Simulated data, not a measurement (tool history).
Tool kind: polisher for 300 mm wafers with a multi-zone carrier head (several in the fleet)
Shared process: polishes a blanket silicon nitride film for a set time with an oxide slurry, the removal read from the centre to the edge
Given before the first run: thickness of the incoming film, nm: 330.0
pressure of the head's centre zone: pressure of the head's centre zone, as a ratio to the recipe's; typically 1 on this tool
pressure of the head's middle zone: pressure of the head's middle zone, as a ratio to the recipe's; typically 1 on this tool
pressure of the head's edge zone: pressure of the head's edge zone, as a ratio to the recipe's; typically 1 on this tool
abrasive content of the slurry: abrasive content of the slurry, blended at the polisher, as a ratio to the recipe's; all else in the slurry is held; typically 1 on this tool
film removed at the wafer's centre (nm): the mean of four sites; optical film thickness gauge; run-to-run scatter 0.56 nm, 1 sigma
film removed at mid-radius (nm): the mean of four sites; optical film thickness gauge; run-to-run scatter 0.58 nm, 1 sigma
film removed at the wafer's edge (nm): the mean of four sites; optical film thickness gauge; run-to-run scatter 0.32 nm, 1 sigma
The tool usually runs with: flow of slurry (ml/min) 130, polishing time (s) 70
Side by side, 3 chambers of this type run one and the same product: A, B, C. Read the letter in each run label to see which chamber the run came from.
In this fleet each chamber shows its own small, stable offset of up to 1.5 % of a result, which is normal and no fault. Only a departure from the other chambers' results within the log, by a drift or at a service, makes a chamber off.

run	day	flow of slurry (ml/min)	pressure of the head's centre zone	pressure of the head's middle zone	pressure of the head's edge zone	abrasive content of the slurry	polishing time (s)	wafers polished on this pad	hours since the slurry nozzle was cleaned	hours since the centre zone pressure was calibrated	hours since the edge zone pressure was calibrated	film removed at the wafer's centre (nm)	film removed at mid-radius (nm)	film removed at the wafer's edge (nm)
1C	0.238	130	1	1	1	1	70	266	205.5	269	242.7	43.217	44.132	43.882
2A	0.504	130	1	1	1	1	70	296	276.6	976.9	142.1	43.376	43.283	43.694
# day 0.617: chamber B: centre zone pressure recalibrated
3B	0.775	130	1	1	1	1	70	393	142.7	3.9	303.4	42.665	43.772	43.65
4C	0.904	130	1	1	1	1	70	454	221.5	285	258.7	42.361	43.161	43.347
5B	1.038	130	1	1	1	1	70	467	149	10.2	309.7	42.94	45.5	43.5
6A	1.262	130	1	1	1	1	63	510	294.8	995.1	160.3	39.679	39.299	39.297
7B	1.462	130	1	1	1	1	63	587	159.2	20.4	319.9	38.553	40.602	38.826
8C	1.588	130	1	1	1	1	63	646	237.9	301.4	275.1	38.953	38.98	39.499
9A	1.721	130	1	1	1	1	70	639	305.8	1006.1	171.3	43.295	43.243	43.6
10B	2	130	1	1	1	1	70	738	172.1	33.3	332.8	43.251	42.752	43.062
11C	2.179	130	1	1	1	1	70	813	252.1	315.6	289.3	43.409	43.76	43.613
12A	2.446	130	1	1	1	1	70	844	323.2	1023.5	188.7	43.844	42.634	42.777
13C	2.725	130	1	1	1	1	70	967	265.2	328.7	302.4	43.176	42.916	44.141
# day 2.808: chamber B: worn pad replaced by a new one
# day 2.858: chamber C: worn pad replaced by a new one
14B	3	130	1	1	1	1	70	54	196.1	57.3	356.8	43.678	45.112	43.559
15A	3.267	130	1	1	1	1	70	1075	342.9	1043.2	208.4	41.92	43.835	42.589
16A	3.546	130	1	1	1.05	1	70	1154	349.6	1049.9	215.1	41.336	41.39	43.512
17B	3.767	130	1	1	1.05	1	70	271	214.5	75.7	375.2	43.77	43.948	45.35
18C	4.025	130	1	1	1.05	1	70	330	296.4	359.9	333.6	44.102	43.606	44.703
19B	4.175	130	1	1	1	1	70	386	224.3	85.5	385	43.552	44.27	43.45
20C	4.362	130	1	1	1	1	70	425	304.5	368	341.7	42.592	43.253	43.984
21A	4.529	130	1	1	1	1	70	1432	373.2	1073.5	238.7	41.376	40.878	41.8
22C	4.721	130	1	1	1	1	70	526	313.1	376.6	350.3	42.192	43.625	43.11
# day 4.875: chamber A: centre zone pressure recalibrated
23B	4.971	130	1	1	1	1	70	610	243.4	104.6	404.1	43.678	43.287	43.637
24A	5.15	130	1	1	1	1	70	1607	388.1	6.7	253.6	40.152	40.664	41.34
25B	5.379	85	1	1	1	1	70	726	253.2	114.4	413.9	38.468	39.589	40.094
26C	5.558	85	1	1	1	1	70	762	333.2	396.7	370.4	37.782	38.767	39.786
27A	5.779	85	1	1	1	1	70	1784	403.2	21.8	268.7	35.381	36.214	37.479
28B	6.062	130	1	1	1	1	70	918	269.6	130.8	430.3	43.715	44.415	43.693
# day 6.192: chamber B: worn pad replaced by a new one
29A	6.217	130	1	1	1	1	70	1908	413.7	32.3	279.2	40.185	39.534	40.411
30C	6.362	130	1	1	1	1	70	989	352.5	416	389.7	43.723	43.656	43.81
# day 6.471: chamber C: worn pad replaced by a new one
31C	6.567	130	1	1	1	1	70	27	357.4	420.9	394.6	42.919	42.937	44.421
32B	6.796	130	1	1	1	1	70	170	287.2	148.4	447.9	42.511	44.245	43.448
33A	7.05	130	1	1	1	1	70	2143	433.7	52.3	299.2	39.119	39.161	40.062
34C	7.296	100	1	1	1	1	70	233	374.9	438.4	412.1	40.118	39.981	41.285
35B	7.517	100	1	1	1	1	70	374	304.5	165.7	465.2	40.51	41.502	41.38
36A	7.746	100	1	1	1	1	70	2339	450.4	69	315.9	35.213	37.01	37.442
37A	7.954	130	1	1	1	1	70	2398	455.4	74	320.9	37.665	38.7	39.446
38C	8.188	130	1	1	1	1	70	484	396.3	459.8	433.5	43.18	43.24	43.083
39B	8.342	130	1	1	1	0.9	70	607	324.3	185.5	485	41.924	42.357	41.603

Is one chamber off against the others, does the gauge drift, or is nothing wrong? If a chamber is off, say which, and what the likeliest cause is.

Chamber A drifts away from the others.
Most likely cause: removal rate lost through wear of the pad, % = 12.5.
Not necessarily distinguishable in this log from: slurry flow missing at the pad, %.

Chamber A could run next with any of the 4 candidate recipes listed below; each alters the usual settings, and their results appear as question marks. Which one brings its results back in line with what the other chambers deliver on the usual settings?
In line means no further than this from the other chambers' mean on the usual settings: film removed at the wafer's centre (nm) 1.9; film removed at mid-radius (nm) 2; film removed at the wafer's edge (nm) 1.1
40A-1	8.546	135	1	1.01	1	1.05	77					?	?	?
40A-2	8.546	125	1	0.99	1	0.95	63					?	?	?
40A-3	8.546	130	1	1	1	1	74					?	?	?
40A-4	8.546	130	1	1	1	1	67					?	?	?

Other chambers, usual settings, mean: film removed at the wafer's centre (nm) 43.272; film removed at mid-radius (nm) 43.634; film removed at the wafer's edge (nm) 43.65
run	film removed at the wafer's centre (nm)	film removed at mid-radius (nm)	film removed at the wafer's edge (nm)
40A-1	43.213	43.75	43.638
40A-2	33.103	32.979	33.692
40A-3	40.236	40.409	40.785
40A-4	36.43	36.587	36.927
The right change is 40A-1: it brings the chamber back within the allowed miss of the others.
